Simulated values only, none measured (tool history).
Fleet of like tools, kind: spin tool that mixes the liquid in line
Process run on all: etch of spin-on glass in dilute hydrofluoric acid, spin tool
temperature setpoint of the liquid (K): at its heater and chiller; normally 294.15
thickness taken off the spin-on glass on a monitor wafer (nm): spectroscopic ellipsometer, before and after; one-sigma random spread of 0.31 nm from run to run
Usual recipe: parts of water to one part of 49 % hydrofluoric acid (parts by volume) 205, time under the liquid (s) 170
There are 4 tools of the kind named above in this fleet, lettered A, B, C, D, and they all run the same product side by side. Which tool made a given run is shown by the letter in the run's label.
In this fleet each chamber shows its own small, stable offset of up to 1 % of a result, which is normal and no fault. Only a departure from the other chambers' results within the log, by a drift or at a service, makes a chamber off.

run	hour	temperature setpoint of the liquid (K)	parts of water to one part of 49 % hydrofluoric acid (parts by volume)	time under the liquid (s)	read-back film thickness of the spin-on glass reference wafer, read on the same gauge (nm)	thickness taken off the spin-on glass on a monitor wafer (nm)
1D	4	294.15	205	170	120.04	37.931
2C	8.5	294.15	205	170	119.99	38.11
3A	14.9	294.15	205	170	120.01	38.502
4B	19.3	294.15	205	170	120	37.837
5A	24.3	294.15	205	170	119.98	37.488
6D	28.9	294.15	205	170	120	38.077
7C	32.3	294.15	205	170	120.03	38.213
8B	38.3	294.15	205	170	119.99	38.222
9D	42.9	297.15	205	235	119.99	57.924
10A	46	297.15	205	235	120.01	58.966
11B	50.8	297.15	205	235	120	58.913
12C	56.7	297.15	205	235	120.01	58.754
13A	61.3	294.15	205	170	120.01	38.585
14B	67	294.15	205	170	120.02	38.86
15D	70.2	294.15	205	125	120.01	27.918
16C	74.2	294.15	205	125	119.99	27.771
17C	80.4	294.15	205	125	119.99	27.742
18A	84.1	294.15	205	125	120	27.802
19D	89.7	294.15	205	170	120.02	37.444
20B	93.6	294.15	205	170	119.97	38.852
21B	96.8	294.15	205	170	120.01	39.054
# hour 99.7: chamber D: thermometer replaced
22A	101.7	294.15	205	170	119.99	38.318
23D	108.1	294.15	205	265	120.01	58.901
24C	112.4	294.15	205	265	119.99	59.049
25B	118.2	294.15	205	265	119.98	62.127
26A	124	294.15	205	265	120	59.3
27C	129.1	294.15	205	170	119.99	38.106
28D	132.2	294.15	205	170	119.98	37.782
29D	138	294.15	205	170	120.01	38.068
30C	142.7	294.15	205	170	120.01	37.578
31A	148	294.15	170	100	119.98	28.197
32B	153.7	294.15	170	100	119.99	29.801
33C	159.1	294.15	170	100	120	27.637
34B	165.7	294.15	170	100	119.98	30.017
35A	171.6	294.15	205	170	120.01	38.488
36D	175.4	294.15	205	170	119.99	37.818
37C	181.8	294.15	205	240	120	53.164
38B	184.7	294.15	205	240	120.01	57.576
39D	190.6	294.15	205	240	120.02	53.464
40A	194.5	294.15	205	240	120.02	54.38
41A	200.1	294.15	205	170	120	38.164
42C	206.2	294.15	205	170	120	38.587
43D	212	294.15	205	170	120	37.442
44B	216.5	294.15	205	170	119.99	41.711

Next, all 4 chambers run the settings below, one line each with question marks for the results. What does each chamber give?
45A	221.3	294.15	205	170		?
45B	221.3	294.15	205	170		?
45C	221.3	294.15	205	170		?
45D	221.3	294.15	205	170		?

run	thickness taken off the spin-on glass on a monitor wafer (nm)
45A	37.585
45B	41.897
45C	37.988
45D	38.121
